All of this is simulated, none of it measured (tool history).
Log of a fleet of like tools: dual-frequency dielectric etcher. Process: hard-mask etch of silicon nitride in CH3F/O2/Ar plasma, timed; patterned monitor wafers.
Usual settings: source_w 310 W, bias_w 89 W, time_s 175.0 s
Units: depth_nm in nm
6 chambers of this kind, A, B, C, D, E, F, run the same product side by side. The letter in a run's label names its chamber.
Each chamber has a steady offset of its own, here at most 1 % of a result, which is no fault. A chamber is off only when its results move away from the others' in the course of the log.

run   hour  source_w  bias_w  time_s  read-back reference wafer on the same gauge, depth_nm  depth_nm
 1C    4.1       310      89   175.0                                                 101.91   119.250
 2B    9.6       310      89   175.0                                                 102.01   121.330
 3D   15.3       310      89   175.0                                                 102.06   119.720
 4F   20.8       310      89   175.0                                                 102.02   117.670
 5A   25.4       310      89   175.0                                                 102.06   121.430
 6E   31.2       310      89   175.0                                                 102.25   119.360
 7A   35.6       310      89   175.0                                                 102.02   119.490
 8B   41.9       310      89   175.0                                                 102.09   120.950
 9C   46.7       310      89   125.5                                                 101.83    86.615
10D   52.9       310      89   125.5                                                 102.03    85.392
11F   59.6       310      89   125.5                                                 101.88    86.304
12E   64.1       310      89   125.5                                                 102.05    85.627
13C   68.1       310      89   125.5                                                 101.96    86.762
14D   73.5       310      89   125.5                                                 101.97    85.976
15E   76.8       310      89   175.0                                                 102.04   119.950
16B   81.4       310      89   175.0                                                 101.93   120.800
      86.1  -- chamber A: wet clean of the chamber
17F   88.0       310      89   175.0                                                 101.95   118.850
18A   93.5       310      70   201.5                                                 102.05   135.030
19A   96.5       310      70   201.5                                                 102.24   134.080
20E   99.5       310      70   201.5                                                 101.82   125.980
     101.0  -- chamber B: wet clean of the chamber
21B  104.2       310      70   201.5                                                 101.98   127.440
22F  107.9       310      70   201.5                                                 101.90   126.150
23D  114.0       310      70   201.5                                                 102.26   126.670
24C  118.4       310      89   175.0                                                 101.94   120.800
25C  123.7       310      89   175.0                                                 102.10   120.050
26E  128.8       350      89   175.0                                                 102.12   125.650
27A  134.3       350      89   175.0                                                 102.13   134.150
28D  140.2       350      89   175.0                                                 101.83   124.940
29B  143.7       350      89   175.0                                                 101.79   126.230
30F  149.3       350      89   175.0                                                 102.01   123.550
31F  154.0       350      89   175.0                                                 102.01   124.500
32E  156.9       370      89   175.0                                                 102.10   128.190
     158.8  -- chamber B: bias power generator calibrated
33A  163.4       370      89   175.0                                                 101.96   136.750
34B  167.2       370      89   175.0                                                 102.10   128.870
35D  173.5       370      89   175.0                                                 101.98   128.010
36C  177.1       370      89   175.0                                                 102.10   127.600
37C  180.8       370      89   175.0                                                 102.01   128.900
38F  183.7       310      89   175.0                                                 101.90   118.740
39A  189.0       310      89   175.0                                                 101.92   126.970
40D  192.1       310      89   175.0                                                 101.98   120.170

What goes on in this fleet: one chamber off, a drifting gauge, or nothing beyond the chambers' own small offsets? Name the chamber and the cause, if any.

A service left chamber A off against the others.
Cause: etch rate over this chamber's usual, % = 5.22.

Here are 4 candidates for chamber A's next run, each the usual settings with a change, their results left as question marks. Which one brings its results back in line with what the others give on the usual settings?
In line means no further than this from the other chambers' mean on the usual settings: depth_nm 2.700 nm
41A-1  197.0       290      83   175.0                                                                ?
41A-2  197.0       300      87   159.0                                                                ?
41A-3  197.0       310      90   184.5                                                                ?
41A-4  197.0       360     101   175.0                                                                ?

The other chambers' mean on the usual settings: depth_nm 120.090 nm
  run  depth_nm
41A-1   121.190
41A-2   113.460
41A-3   134.960
41A-4   141.250
41A-1 brings the chamber back in line.
